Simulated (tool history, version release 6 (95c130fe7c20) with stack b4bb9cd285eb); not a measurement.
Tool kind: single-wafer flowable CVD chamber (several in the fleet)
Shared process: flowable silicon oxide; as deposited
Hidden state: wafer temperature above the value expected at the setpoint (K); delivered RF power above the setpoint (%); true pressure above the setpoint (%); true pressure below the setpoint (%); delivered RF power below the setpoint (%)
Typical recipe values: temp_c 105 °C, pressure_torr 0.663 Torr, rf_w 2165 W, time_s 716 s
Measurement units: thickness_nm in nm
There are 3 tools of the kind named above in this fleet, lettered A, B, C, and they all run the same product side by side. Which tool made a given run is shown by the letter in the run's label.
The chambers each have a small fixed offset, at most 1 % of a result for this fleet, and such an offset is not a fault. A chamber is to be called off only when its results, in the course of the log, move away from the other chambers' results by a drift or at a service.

run,hour,temp_c,pressure_torr,rf_w,time_s,hours since the last thermocouple change,hours since the last RF generator calibration,hours since the last manometer calibration,"read-back reference wafer on the same gauge, thickness_nm",thickness_nm
1C,4.5,105,0.663,2165,716,1445.2,785.1,1341.3,328.79,289.57
2B,10.9,105,0.663,2165,716,784.1,302.0,509.8,328.78,290.71
3A,18.2,105,0.663,2165,716,589.1,402.5,100.5,328.95,287.21
4C,25.6,105,0.663,2165,716,1466.3,806.2,1362.4,329.06,288.51
5A,34.7,105,0.663,2165,716,605.6,419.0,117.0,328.85,289.61
6B,39.8,105,0.663,2165,716,813.0,330.9,538.7,329.08,288.62
7A,45.7,105,0.663,2165,716,616.6,430.0,128.0,329.35,288.17
8B,53.3,105,0.663,2165,716,826.5,344.4,552.2,329.17,287.42
9C,58.9,105,0.663,2165,716,1499.6,839.5,1395.7,328.97,289.89
10A,66.4,105,0.663,2165,716,637.3,450.7,148.7,329.01,288.60
11B,70.9,105,0.663,2165,716,844.1,362.0,569.8,329.14,287.93
12C,80.1,94,0.663,2165,716,1520.8,860.7,1416.9,329.04,419.97
13C,84.4,94,0.663,2165,716,1525.1,865.0,1421.2,328.98,420.57
14A,90.4,94,0.663,2165,716,661.3,474.7,172.7,328.93,415.25
15B,99.5,105,0.663,2165,716,872.7,390.6,598.4,329.30,287.40
16B,104.3,113,0.663,2165,667,877.5,395.4,603.2,329.18,206.28
17C,109.8,113,0.663,2165,667,1550.5,890.4,1446.6,329.12,207.65
# hour 112.8: chamber C: thermocouple changed; heater temperature recalibrated
18A,114.9,113,0.663,2165,667,685.8,499.2,197.2,329.25,208.43
19C,123.1,105,0.663,2165,716,10.3,903.7,1459.9,328.83,282.69
20B,127.8,105,0.663,2165,716,901.0,418.9,626.7,329.13,287.64
21A,135.2,105,0.663,2165,716,706.1,519.5,217.5,328.95,290.55
22A,143.2,105,0.663,2165,716,714.1,527.5,225.5,329.34,290.93
23B,148.2,105,0.663,2165,716,921.4,439.3,647.1,329.09,287.63
24C,157.0,105,0.663,2165,716,44.2,937.6,1493.8,328.90,279.90
25C,163.7,105,0.663,2165,716,50.9,944.3,1500.5,328.92,281.91
26B,167.7,105,0.663,2165,716,940.9,458.8,666.6,328.87,289.34
27A,174.3,105,0.663,2165,840,745.2,558.6,256.6,328.89,339.65
28C,182.6,105,0.663,2165,840,69.8,963.2,1519.4,329.08,329.32
29B,191.4,105,0.663,2165,840,964.6,482.5,690.3,329.10,338.42
30A,197.7,105,0.663,2165,716,768.6,582.0,280.0,328.95,290.70
31A,204.1,105,0.663,2165,716,775.0,588.4,286.4,328.93,290.27
32C,209.8,105,0.663,2165,716,97.0,990.4,1546.6,329.14,282.55

Has any chamber moved away from the others, gradually or after a service, or does the common gauge drift, or do the chambers differ only by their own small steady offsets? State the chamber and the most likely cause if one applies.

Chamber C has stood off from the others ever since a service on it.
Likeliest cause: wafer temperature above the value expected at the setpoint (K) = 0.891.

Below are 4 candidate recipes for chamber C's next run, each the usual settings with a change, their results shown as question marks. Which of them brings C's results back in line with what the other chambers give on the usual settings?
In line here means within this much of the mean the other chambers give on the usual settings: thickness_nm 4.10 nm
33C-1,216.4,105,0.673,2165,721,,,,,?
33C-2,216.4,105,0.663,2165,697,,,,,?
33C-3,216.4,105,0.663,2145,680,,,,,?
33C-4,216.4,104,0.670,2165,720,,,,,?

The mean the other chambers reach with the usual settings: thickness_nm 288.58 nm
run,thickness_nm
33C-1,288.47
33C-2,273.20
33C-3,266.08
33C-4,296.01
It is 33C-1 that realigns the chamber with its peers.
